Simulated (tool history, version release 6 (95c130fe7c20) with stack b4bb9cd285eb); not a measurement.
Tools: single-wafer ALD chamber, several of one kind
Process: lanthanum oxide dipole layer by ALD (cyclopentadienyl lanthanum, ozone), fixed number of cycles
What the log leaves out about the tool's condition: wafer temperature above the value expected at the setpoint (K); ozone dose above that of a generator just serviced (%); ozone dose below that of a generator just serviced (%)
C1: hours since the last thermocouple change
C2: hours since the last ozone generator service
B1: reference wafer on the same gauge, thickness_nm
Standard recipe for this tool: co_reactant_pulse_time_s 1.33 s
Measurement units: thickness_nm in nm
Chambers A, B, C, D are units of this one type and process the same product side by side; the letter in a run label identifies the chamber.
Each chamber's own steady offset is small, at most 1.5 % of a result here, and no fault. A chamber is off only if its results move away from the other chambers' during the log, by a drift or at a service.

Run 1A, day 0.238: usual settings; C1 915.9; C2 420.9; B1 0.47113. Result: thickness_nm 0.53388 nm.
Run 2B, day 0.538: usual settings; C1 601.7; C2 1116.6; B1 0.47112. Result: thickness_nm 0.54295 nm.
Run 3C, day 0.75: usual settings; C1 689.1; C2 69.1; B1 0.47115. Result: thickness_nm 0.5393 nm.
Run 4D, day 0.975: usual settings; C1 585.6; C2 93.2; B1 0.47153. Result: thickness_nm 0.53643 nm.
Run 5A, day 1.246: usual settings; C1 940.1; C2 445.1; B1 0.47143. Result: thickness_nm 0.53492 nm.
Run 6C, day 1.492: usual settings; C1 706.9; C2 86.9; B1 0.47127. Result: thickness_nm 0.54228 nm.
Run 7D, day 1.7: usual settings; C1 603; C2 110.6; B1 0.47162. Result: thickness_nm 0.53599 nm.
Run 8B, day 1.996: usual settings; C1 636.7; C2 1151.6; B1 0.47155. Result: thickness_nm 0.54468 nm.
Run 9A, day 2.296: usual settings but co_reactant_pulse_time_s 1.59 s; C1 965.3; C2 470.3; B1 0.4717. Result: thickness_nm 0.55142 nm.
Run 10D, day 2.588: usual settings but co_reactant_pulse_time_s 1.59 s; C1 624.3; C2 131.9; B1 0.47175. Result: thickness_nm 0.55452 nm.
Run 11C, day 2.921: usual settings but co_reactant_pulse_time_s 1.59 s; C1 741.2; C2 121.2; B1 0.47197. Result: thickness_nm 0.55687 nm.
Run 12B, day 3.217: usual settings but co_reactant_pulse_time_s 1.59 s; C1 666; C2 1180.9; B1 0.47193. Result: thickness_nm 0.56187 nm.
Run 13C, day 3.571: usual settings; C1 756.8; C2 136.8; B1 0.47199. Result: thickness_nm 0.54075 nm.
Run 14B, day 3.846: usual settings; C1 681.1; C2 1196; B1 0.47222. Result: thickness_nm 0.54533 nm.
Run 15D, day 4.054: usual settings; C1 659.5; C2 167.1; B1 0.47227. Result: thickness_nm 0.53808 nm.
Run 16A, day 4.346: usual settings; C1 1014.5; C2 519.5; B1 0.47224. Result: thickness_nm 0.53392 nm.
Run 17B, day 4.654: usual settings but co_reactant_pulse_time_s 1.78 s; C1 700.5; C2 1215.4; B1 0.47232. Result: thickness_nm 0.57009 nm.
Run 18D, day 4.921: usual settings but co_reactant_pulse_time_s 1.78 s; C1 680.3; C2 187.9; B1 0.47262. Result: thickness_nm 0.56212 nm.
Run 19A, day 5.258: usual settings but co_reactant_pulse_time_s 1.78 s; C1 1036.4; C2 541.4; B1 0.47266. Result: thickness_nm 0.55948 nm.
Run 20C, day 5.408: usual settings but co_reactant_pulse_time_s 1.78 s; C1 800.9; C2 180.9; B1 0.47272. Result: thickness_nm 0.56671 nm.
Run 21B, day 5.733: usual settings; C1 726.4; C2 1241.3; B1 0.4729. Result: thickness_nm 0.54762 nm.
Run 22A, day 6.05: usual settings; C1 1055.4; C2 560.4; B1 0.47296. Result: thickness_nm 0.53612 nm.
Run 23C, day 6.379: usual settings; C1 824.2; C2 204.2; B1 0.47287. Result: thickness_nm 0.5415 nm.
Run 24D, day 6.704: usual settings; C1 723.1; C2 230.7; B1 0.47294. Result: thickness_nm 0.53891 nm.
Run 25C, day 6.992: usual settings; C1 838.9; C2 218.9; B1 0.47326. Result: thickness_nm 0.54382 nm.
Run 26D, day 7.3: usual settings; C1 737.4; C2 245; B1 0.47324. Result: thickness_nm 0.53858 nm.
Run 27A, day 7.542: usual settings; C1 1091.2; C2 596.2; B1 0.47311. Result: thickness_nm 0.53692 nm.
Run 28B, day 7.892: usual settings; C1 778.2; C2 1293.1; B1 0.47313. Result: thickness_nm 0.54748 nm.
Run 29B, day 8.167: usual settings; C1 784.8; C2 1299.7; B1 0.47345. Result: thickness_nm 0.54667 nm.
Run 30D, day 8.421: usual settings; C1 764.3; C2 271.9; B1 0.47351. Result: thickness_nm 0.5398 nm.
Run 31C, day 8.75: usual settings; C1 881.1; C2 261.1; B1 0.47366. Result: thickness_nm 0.54445 nm.

The same settings go to every chamber for the next run, one line per chamber below. Forecast the results for each:
Run 32A, day 9.008: usual settings but co_reactant_pulse_time_s 0.82 s. Result: thickness_nm ?.
Run 32B, day 9.008: usual settings but co_reactant_pulse_time_s 0.82 s. Result: thickness_nm ?.
Run 32C, day 9.008: usual settings but co_reactant_pulse_time_s 0.82 s. Result: thickness_nm ?.
Run 32D, day 9.008: usual settings but co_reactant_pulse_time_s 0.82 s. Result: thickness_nm ?.

run  thickness_nm
32A       0.46343
32B       0.47577
32C       0.47241
32D       0.46772
